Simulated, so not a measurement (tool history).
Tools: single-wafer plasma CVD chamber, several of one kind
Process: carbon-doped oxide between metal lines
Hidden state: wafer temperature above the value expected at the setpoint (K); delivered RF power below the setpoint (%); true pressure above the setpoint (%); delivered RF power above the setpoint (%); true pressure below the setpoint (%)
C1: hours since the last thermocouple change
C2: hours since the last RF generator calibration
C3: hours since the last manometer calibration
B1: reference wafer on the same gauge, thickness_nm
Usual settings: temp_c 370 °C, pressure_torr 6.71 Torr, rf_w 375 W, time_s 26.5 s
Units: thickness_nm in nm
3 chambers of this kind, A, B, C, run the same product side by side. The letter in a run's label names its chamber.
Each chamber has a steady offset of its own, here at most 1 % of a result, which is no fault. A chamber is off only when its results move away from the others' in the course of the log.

-- hour=5.2 chamber C: capacitance manometer re-zeroed and calibrated
run 1B hour=13.3 | temp_c=370 pressure_torr=6.71 rf_w=375 time_s=26.5 | C1=644.4 C2=1327.0 C3=692.8 | B1=113.01 | thickness_nm=109.170
run 2C hour=23.2 | temp_c=370 pressure_torr=6.71 rf_w=375 time_s=26.5 | C1=2033.6 C2=796.1 C3=18.1 | B1=113.02 | thickness_nm=108.890
run 3A hour=35.6 | temp_c=370 pressure_torr=6.71 rf_w=375 time_s=26.5 | C1=644.7 C2=1138.5 C3=1909.6 | B1=113.08 | thickness_nm=107.900
run 4C hour=45.4 | temp_c=370 pressure_torr=6.71 rf_w=375 time_s=26.5 | C1=2055.8 C2=818.3 C3=40.3 | B1=113.07 | thickness_nm=108.730
run 5A hour=58.2 | temp_c=370 pressure_torr=6.71 rf_w=375 time_s=26.5 | C1=667.3 C2=1161.1 C3=1932.2 | B1=113.09 | thickness_nm=107.980
-- hour=67.2 chamber C: thermocouple changed; heater temperature recalibrated
run 6B hour=69.2 | temp_c=370 pressure_torr=6.71 rf_w=375 time_s=26.5 | C1=700.3 C2=1382.9 C3=748.7 | B1=113.13 | thickness_nm=109.260
run 7A hour=80.2 | temp_c=370 pressure_torr=6.71 rf_w=375 time_s=26.5 | C1=689.3 C2=1183.1 C3=1954.2 | B1=113.10 | thickness_nm=107.720
run 8B hour=87.6 | temp_c=370 pressure_torr=6.71 rf_w=375 time_s=26.5 | C1=718.7 C2=1401.3 C3=767.1 | B1=113.15 | thickness_nm=109.440
run 9C hour=97.9 | temp_c=370 pressure_torr=6.71 rf_w=315 time_s=26.5 | C1=30.8 C2=870.8 C3=92.8 | B1=113.17 | thickness_nm=95.635
run 10C hour=104.4 | temp_c=370 pressure_torr=6.71 rf_w=315 time_s=26.5 | C1=37.3 C2=877.3 C3=99.3 | B1=113.15 | thickness_nm=95.596
run 11A hour=114.3 | temp_c=370 pressure_torr=6.71 rf_w=315 time_s=26.5 | C1=723.4 C2=1217.2 C3=1988.3 | B1=113.16 | thickness_nm=94.532
run 12B hour=125.1 | temp_c=370 pressure_torr=6.71 rf_w=375 time_s=26.5 | C1=756.2 C2=1438.8 C3=804.6 | B1=113.20 | thickness_nm=109.550
-- hour=129.8 chamber A: RF generator calibrated
run 13A hour=130.9 | temp_c=370 pressure_torr=6.71 rf_w=375 time_s=26.5 | C1=740.0 C2=1.2 C3=2004.9 | B1=113.20 | thickness_nm=108.130
run 14C hour=138.8 | temp_c=370 pressure_torr=6.71 rf_w=375 time_s=26.5 | C1=71.7 C2=911.7 C3=133.7 | B1=113.21 | thickness_nm=109.060
run 15B hour=144.9 | temp_c=370 pressure_torr=6.71 rf_w=375 time_s=26.5 | C1=776.0 C2=1458.6 C3=824.4 | B1=113.26 | thickness_nm=109.480
-- hour=145.0 chamber C: RF generator calibrated
run 16C hour=150.9 | temp_c=370 pressure_torr=6.71 rf_w=375 time_s=26.5 | C1=83.8 C2=5.9 C3=145.8 | B1=113.22 | thickness_nm=108.800
run 17A hour=158.0 | temp_c=370 pressure_torr=6.71 rf_w=375 time_s=26.5 | C1=767.1 C2=28.3 C3=2032.0 | B1=113.26 | thickness_nm=107.970
run 18B hour=169.5 | temp_c=370 pressure_torr=6.71 rf_w=375 time_s=26.5 | C1=800.6 C2=1483.2 C3=849.0 | B1=113.26 | thickness_nm=109.610
run 19A hour=181.3 | temp_c=370 pressure_torr=6.71 rf_w=375 time_s=26.5 | C1=790.4 C2=51.6 C3=2055.3 | B1=113.32 | thickness_nm=107.970
run 20C hour=187.4 | temp_c=370 pressure_torr=6.71 rf_w=375 time_s=26.5 | C1=120.3 C2=42.4 C3=182.3 | B1=113.31 | thickness_nm=108.880
run 21B hour=200.4 | temp_c=370 pressure_torr=6.71 rf_w=375 time_s=26.5 | C1=831.5 C2=1514.1 C3=879.9 | B1=113.36 | thickness_nm=109.460
run 22B hour=209.8 | temp_c=370 pressure_torr=6.71 rf_w=375 time_s=26.5 | C1=840.9 C2=1523.5 C3=889.3 | B1=113.34 | thickness_nm=109.690
run 23C hour=221.7 | temp_c=370 pressure_torr=6.71 rf_w=375 time_s=26.5 | C1=154.6 C2=76.7 C3=216.6 | B1=113.35 | thickness_nm=108.840
run 24A hour=231.2 | temp_c=370 pressure_torr=6.71 rf_w=375 time_s=26.5 | C1=840.3 C2=101.5 C3=2105.2 | B1=113.36 | thickness_nm=108.240
run 25B hour=243.9 | temp_c=370 pressure_torr=6.71 rf_w=375 time_s=26.5 | C1=875.0 C2=1557.6 C3=923.4 | B1=113.40 | thickness_nm=109.780
run 26C hour=251.7 | temp_c=382 pressure_torr=6.71 rf_w=375 time_s=29.8 | C1=184.6 C2=106.7 C3=246.6 | B1=113.39 | thickness_nm=119.370
run 27A hour=259.3 | temp_c=382 pressure_torr=6.71 rf_w=375 time_s=29.8 | C1=868.4 C2=129.6 C3=2133.3 | B1=113.43 | thickness_nm=118.380
run 28B hour=266.1 | temp_c=382 pressure_torr=6.71 rf_w=375 time_s=29.8 | C1=897.2 C2=1579.8 C3=945.6 | B1=113.39 | thickness_nm=119.870
run 29A hour=274.1 | temp_c=370 pressure_torr=6.71 rf_w=375 time_s=26.5 | C1=883.2 C2=144.4 C3=2148.1 | B1=113.43 | thickness_nm=108.480
run 30C hour=283.1 | temp_c=383 pressure_torr=6.71 rf_w=375 time_s=26.5 | C1=216.0 C2=138.1 C3=278.0 | B1=113.45 | thickness_nm=106.070
run 31A hour=291.1 | temp_c=383 pressure_torr=6.71 rf_w=375 time_s=26.5 | C1=900.2 C2=161.4 C3=2165.1 | B1=113.51 | thickness_nm=105.400
run 32C hour=302.6 | temp_c=383 pressure_torr=6.71 rf_w=375 time_s=26.5 | C1=235.5 C2=157.6 C3=297.5 | B1=113.49 | thickness_nm=106.030
run 33B hour=312.5 | temp_c=370 pressure_torr=6.71 rf_w=375 time_s=26.5 | C1=943.6 C2=1626.2 C3=992.0 | B1=113.51 | thickness_nm=109.540
-- hour=313.3 chamber A: thermocouple changed; heater temperature recalibrated
run 34C hour=321.4 | temp_c=370 pressure_torr=5.61 rf_w=375 time_s=29.3 | C1=254.3 C2=176.4 C3=316.3 | B1=113.51 | thickness_nm=118.190
run 35B hour=334.8 | temp_c=370 pressure_torr=5.61 rf_w=375 time_s=29.3 | C1=965.9 C2=1648.5 C3=1014.3 | B1=113.51 | thickness_nm=118.810
run 36A hour=345.7 | temp_c=370 pressure_torr=5.61 rf_w=375 time_s=29.3 | C1=32.4 C2=216.0 C3=2219.7 | B1=113.55 | thickness_nm=117.430
run 37A hour=353.0 | temp_c=370 pressure_torr=6.71 rf_w=375 time_s=26.5 | C1=39.7 C2=223.3 C3=2227.0 | B1=113.59 | thickness_nm=108.260
run 38C hour=365.4 | temp_c=370 pressure_torr=6.71 rf_w=375 time_s=26.5 | C1=298.3 C2=220.4 C3=360.3 | B1=113.61 | thickness_nm=109.330

All 3 chambers run these settings next. Forecast each chamber's results:
run 39A hour=375.1 | temp_c=370 pressure_torr=5.20 rf_w=375 time_s=26.5 | thickness_nm=?
run 39B hour=375.1 | temp_c=370 pressure_torr=5.20 rf_w=375 time_s=26.5 | thickness_nm=?
run 39C hour=375.1 | temp_c=370 pressure_torr=5.20 rf_w=375 time_s=26.5 | thickness_nm=?

run=39A thickness_nm=105.650
run=39B thickness_nm=106.870
run=39C thickness_nm=106.130

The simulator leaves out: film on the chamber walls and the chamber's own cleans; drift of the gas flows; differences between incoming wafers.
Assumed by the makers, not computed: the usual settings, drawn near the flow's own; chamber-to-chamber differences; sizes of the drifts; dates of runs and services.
